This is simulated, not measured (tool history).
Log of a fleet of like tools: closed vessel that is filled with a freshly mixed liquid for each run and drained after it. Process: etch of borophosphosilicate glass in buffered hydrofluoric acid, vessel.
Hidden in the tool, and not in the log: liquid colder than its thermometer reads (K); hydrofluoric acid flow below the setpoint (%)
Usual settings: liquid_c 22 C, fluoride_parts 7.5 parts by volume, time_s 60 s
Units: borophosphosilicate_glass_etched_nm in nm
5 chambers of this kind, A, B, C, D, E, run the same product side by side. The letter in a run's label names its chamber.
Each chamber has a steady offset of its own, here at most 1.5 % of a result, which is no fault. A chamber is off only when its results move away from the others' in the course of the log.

| run | hour | liquid_c | fluoride_parts | time_s | hours since the thermometer was replaced | hours since the hydrofluoric acid flow meter was replaced | read-back film thickness of the borophosphosilicate glass reference wafer, read on the same gauge (nm) | borophosphosilicate_glass_etched_nm |
|---|---|---|---|---|---|---|---|---|
|  | 2.5 | chamber C: thermometer replaced |
| 1A | 6.6 | 22 | 7.5 | 60 | 297.4 | 346.1 | 80.003 | 148.53 |
| 2D | 11.1 | 22 | 7.5 | 60 | 284.7 | 607.8 | 79.997 | 144.58 |
| 3B | 18.7 | 22 | 7.5 | 60 | 1930.6 | 626.8 | 79.994 | 146.18 |
| 4C | 23 | 22 | 7.5 | 60 | 20.6 | 317.8 | 79.984 | 147.87 |
| 5E | 28.6 | 22 | 7.5 | 60 | 1290.2 | 1459.3 | 80.004 | 144.81 |
| 6C | 33.2 | 22 | 7.5 | 60 | 30.8 | 328 | 79.995 | 147.24 |
|  | 36.9 | chamber A: hydrofluoric acid flow meter replaced |
| 7B | 38 | 22 | 7.5 | 60 | 1949.9 | 646.1 | 79.986 | 144.99 |
| 8A | 42.5 | 19 | 7.5 | 35 | 333.3 | 5.6 | 80.011 | 73.968 |
| 9D | 50.3 | 19 | 7.5 | 35 | 323.9 | 647 | 79.992 | 70.358 |
| 10E | 55.3 | 19 | 7.5 | 35 | 1316.9 | 1486 | 79.999 | 69.933 |
| 11B | 60.4 | 19 | 7.5 | 35 | 1972.3 | 668.5 | 79.991 | 72.156 |
| 12D | 67.5 | 19 | 7.5 | 35 | 341.1 | 664.2 | 80.014 | 70.715 |
| 13C | 73.6 | 22 | 7.5 | 60 | 71.2 | 368.4 | 79.995 | 146.39 |
| 14A | 80.2 | 22 | 7.5 | 60 | 371 | 43.3 | 79.997 | 146.99 |
| 15E | 87.4 | 22 | 7.5 | 60 | 1349 | 1518.1 | 80.033 | 143.8 |
| 16C | 93.9 | 22 | 7.5 | 60 | 91.5 | 388.7 | 79.972 | 145.35 |
| 17E | 97.3 | 22 | 7.5 | 60 | 1358.9 | 1528 | 79.987 | 144.22 |
| 18D | 103.1 | 22 | 7.5 | 60 | 376.7 | 699.8 | 79.991 | 138.06 |
| 19B | 108.1 | 22 | 7.5 | 60 | 2020 | 716.2 | 80.001 | 145.97 |
| 20A | 114.5 | 22 | 7.5 | 60 | 405.3 | 77.6 | 79.999 | 146.49 |
| 21D | 120.9 | 22 | 7.5 | 60 | 394.5 | 717.6 | 80.002 | 135.39 |
| 22E | 127.8 | 22 | 7.5 | 60 | 1389.4 | 1558.5 | 80.019 | 147.36 |
| 23A | 135.6 | 22 | 7.5 | 60 | 426.4 | 98.7 | 79.985 | 147.78 |
| 24C | 140.1 | 22 | 7.5 | 60 | 137.7 | 434.9 | 79.996 | 144.18 |
| 25B | 147.6 | 22 | 7.5 | 60 | 2059.5 | 755.7 | 80.021 | 145.34 |
| 26B | 151.4 | 22 | 7.5 | 60 | 2063.3 | 759.5 | 80.006 | 147.59 |
| 27C | 158.4 | 22 | 7.5 | 45 | 156 | 453.2 | 79.981 | 109.76 |
| 28E | 162.4 | 22 | 7.5 | 45 | 1424 | 1593.1 | 79.987 | 107.53 |
| 29D | 168.8 | 22 | 7.5 | 45 | 442.4 | 765.5 | 80.034 | 96.695 |
| 30A | 174 | 22 | 7.5 | 45 | 464.8 | 137.1 | 80.002 | 110.09 |
| 31D | 180.9 | 22 | 7.5 | 45 | 454.5 | 777.6 | 79.997 | 97.533 |
| 32E | 186.3 | 22 | 7.5 | 60 | 1447.9 | 1617 | 80.022 | 146.96 |

All 5 chambers run these settings next. Forecast each chamber's results:
| 33A | 191.9 | 22 | 7.5 | 45 |  |  |  | ? |
| 33B | 191.9 | 22 | 7.5 | 45 |  |  |  | ? |
| 33C | 191.9 | 22 | 7.5 | 45 |  |  |  | ? |
| 33D | 191.9 | 22 | 7.5 | 45 |  |  |  | ? |
| 33E | 191.9 | 22 | 7.5 | 45 |  |  |  | ? |

| run | borophosphosilicate_glass_etched_nm |
|---|---|
| 33A | 110.69 |
| 33B | 110.8 |
| 33C | 108.66 |
| 33D | 95.66 |
| 33E | 108.76 |
